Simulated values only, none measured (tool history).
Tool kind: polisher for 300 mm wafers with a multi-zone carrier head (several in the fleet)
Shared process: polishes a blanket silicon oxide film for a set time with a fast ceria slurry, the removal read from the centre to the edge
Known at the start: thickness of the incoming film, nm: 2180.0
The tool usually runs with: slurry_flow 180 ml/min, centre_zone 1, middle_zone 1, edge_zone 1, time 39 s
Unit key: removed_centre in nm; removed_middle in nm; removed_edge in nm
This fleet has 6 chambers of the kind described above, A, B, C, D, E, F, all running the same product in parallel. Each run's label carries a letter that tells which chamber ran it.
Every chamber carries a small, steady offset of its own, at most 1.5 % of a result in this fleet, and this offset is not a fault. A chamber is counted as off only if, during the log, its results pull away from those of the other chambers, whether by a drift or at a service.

run,hour,slurry_flow,centre_zone,middle_zone,edge_zone,time,removed_centre,removed_middle,removed_edge
# hour 0.6: chamber E: worn pad replaced by a new one
1A,4.7,180,1,1,1,39,718.32,711.57,720.26
# hour 9.5: chamber D: worn pad replaced by a new one
2B,9.9,180,1,1,1,39,686.69,703.48,710.44
3E,18.7,180,1,1,1,39,715.94,721.23,733.69
4C,22.7,180,1,1,1,39,714.97,730.28,721.92
5D,26.7,180,1,1,1,39,726.16,696.68,718.22
# hour 30.5: chamber C: worn pad replaced by a new one
6F,34,180,1,1,1,39,693.77,721.53,711.52
# hour 34.6: chamber A: worn pad replaced by a new one
# hour 39: chamber B: worn pad replaced by a new one
7D,40.7,180,1,1,1,39,735.85,736.32,708.81
8F,44.7,180,1,1,1,39,722.49,714.79,708.08
9C,49.3,180,1,1,1,39,732.02,710.76,700.92
10E,55.1,180,1,1,1,39,710.39,697.81,727.52
11B,59.2,180,1,1,1,39,724.36,716.46,709.75
# hour 63.2: chamber D: worn pad replaced by a new one
12A,66.2,180,1,1,1,39,709.87,704.63,711.29
# hour 67.6: chamber D: edge zone pressure recalibrated
13E,70.2,180,1,1,1,39,725.14,713.27,727.3
# hour 73.2: chamber E: worn pad replaced by a new one
14D,75.9,180,1,1,1,39,743.99,706.03,715.07
15C,81,180,1,1,1,39,716.07,726.53,713.89
# hour 84.5: chamber F: worn pad replaced by a new one
16A,85.7,180,1,1,1,39,722.59,724.89,691.12
# hour 86.3: chamber A: worn pad replaced by a new one
17F,94.2,180,1,1,1,39,717.61,719.14,705.54
# hour 99.9: chamber C: worn pad replaced by a new one
18B,102,180,1,1,1.04,26,477.64,473.36,491.22
# hour 106.8: chamber D: worn pad replaced by a new one
19A,107.5,180,1,1,1.04,26,475.09,478.1,477.08
# hour 108.3: chamber A: edge zone pressure recalibrated
# hour 111.9: chamber F: centre zone pressure recalibrated
20E,114.8,180,1,1,1.04,26,505.38,482.92,493.47
21F,121.8,180,1,1,1.04,26,472.73,480.35,484.07
# hour 129.8: chamber B: worn pad replaced by a new one
22C,130.2,180,1,1,1.04,26,476.22,485.19,482.76
# hour 131.4: chamber D: slurry nozzle cleaned
23D,137.4,180,1,1,1.04,26,490.36,485.77,482.52
# hour 139.3: chamber A: worn pad replaced by a new one
24B,143.6,180,1,1,1,39,719.54,707.65,718.88
# hour 149.8: chamber D: worn pad replaced by a new one
25A,152.5,180,1,1,1,39,710.97,702.49,710.95
# hour 156.6: chamber E: worn pad replaced by a new one
26D,156.7,180,1,1,1,39,742.09,723.18,719.65
# hour 158.8: chamber C: centre zone pressure recalibrated
27B,162.1,180,1,1,1,39,712.19,701.15,722.19
# hour 163.7: chamber C: worn pad replaced by a new one
# hour 165: chamber B: slurry nozzle cleaned
28F,170.8,180,1,1,1,39,741.32,716.47,718.76
# hour 174.8: chamber F: worn pad replaced by a new one
29E,176.7,180,1,1,1,39,776.94,724.55,719.37
# hour 180.3: chamber E: slurry nozzle cleaned
30C,184.2,180,1,1,1,39,720.85,706.98,715.69
31E,191.5,180,1,1,1,39,787.32,705.76,716.93
# hour 192: chamber F: slurry nozzle cleaned
32D,196.1,180,1,1,0.95,30,561.25,537.41,538.4
# hour 197.3: chamber A: worn pad replaced by a new one
33A,203.3,180,1,1,0.95,30,557.48,563.74,533.96
34C,209.8,180,1,1,0.95,30,550.13,552.23,538.59
35B,215,180,1,1,0.95,30,536.17,537.78,524.86
36F,222.8,180,1,1,0.95,30,543.64,542.94,541.22

Predict what each chamber gives when all 6 of them run the settings below next.
37A,229.4,180,1,1,1,39,?,?,?
37B,229.4,180,1,1,1,39,?,?,?
37C,229.4,180,1,1,1,39,?,?,?
37D,229.4,180,1,1,1,39,?,?,?
37E,229.4,180,1,1,1,39,?,?,?
37F,229.4,180,1,1,1,39,?,?,?

run,removed_centre,removed_middle,removed_edge
37A,708.79,709.37,704.53
37B,706.74,717.96,700.6
37C,719.49,717.3,722.11
37D,724.17,725.74,706.47
37E,807.42,712.8,730.49
37F,700.06,720.17,706.17
